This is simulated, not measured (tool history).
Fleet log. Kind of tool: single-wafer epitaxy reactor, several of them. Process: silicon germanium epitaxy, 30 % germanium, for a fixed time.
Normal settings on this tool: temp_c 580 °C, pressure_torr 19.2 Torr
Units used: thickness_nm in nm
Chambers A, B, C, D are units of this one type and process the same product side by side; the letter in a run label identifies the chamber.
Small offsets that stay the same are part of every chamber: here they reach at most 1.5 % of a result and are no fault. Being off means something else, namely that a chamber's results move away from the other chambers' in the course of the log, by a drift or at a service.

| run | day | temp_c | pressure_torr | read-back reference wafer on the same gauge, thickness_nm | thickness_nm |
|---|---|---|---|---|---|
| 1D | 0.208 | 580 | 19.2 | 36.301 | 39.949 |
| 2C | 0.350 | 580 | 19.2 | 36.300 | 39.907 |
| 3A | 0.612 | 580 | 19.2 | 36.304 | 39.941 |
| 4B | 0.767 | 580 | 19.2 | 36.314 | 39.294 |
| 5A | 0.904 | 568 | 15.1 | 36.281 | 28.840 |
| 6B | 1.046 | 568 | 15.1 | 36.297 | 28.274 |
| 7C | 1.179 | 568 | 15.1 | 36.301 | 28.962 |
| 8D | 1.421 | 568 | 15.1 | 36.292 | 28.811 |
| 9B | 1.708 | 580 | 19.2 | 36.303 | 39.527 |
| 10D | 1.942 | 580 | 19.2 | 36.302 | 39.923 |
| 11C | 2.142 | 580 | 19.2 | 36.305 | 39.865 |
| 12A | 2.283 | 580 | 19.2 | 36.297 | 40.015 |
| 13A | 2.575 | 580 | 19.2 | 36.307 | 40.202 |
| 14B | 2.779 | 580 | 19.2 | 36.289 | 39.221 |
|  | 2.792 | chamber D: pyrometer calibrated |
| 15D | 2.917 | 589 | 17.3 | 36.295 | 45.424 |
| 16C | 3.062 | 589 | 17.3 | 36.278 | 45.406 |
| 17B | 3.271 | 589 | 17.3 | 36.287 | 44.709 |
| 18D | 3.550 | 589 | 17.3 | 36.302 | 45.331 |
| 19A | 3.733 | 580 | 19.2 | 36.301 | 40.243 |
| 20C | 4.017 | 580 | 19.2 | 36.301 | 40.058 |
| 21C | 4.183 | 580 | 19.2 | 36.315 | 40.025 |
| 22D | 4.408 | 592 | 23.4 | 36.298 | 54.443 |
| 23A | 4.679 | 592 | 23.4 | 36.301 | 54.776 |
| 24B | 4.862 | 592 | 23.4 | 36.292 | 52.493 |
| 25A | 5.079 | 592 | 23.4 | 36.292 | 54.670 |

All chambers now run identical settings, listed one chamber a line with results as question marks. What results will each chamber show?
| 26A | 5.292 | 580 | 19.2 |  | ? |
| 26B | 5.292 | 580 | 19.2 |  | ? |
| 26C | 5.292 | 580 | 19.2 |  | ? |
| 26D | 5.292 | 580 | 19.2 |  | ? |

| run | thickness_nm |
|---|---|
| 26A | 40.031 |
| 26B | 38.123 |
| 26C | 40.052 |
| 26D | 40.140 |
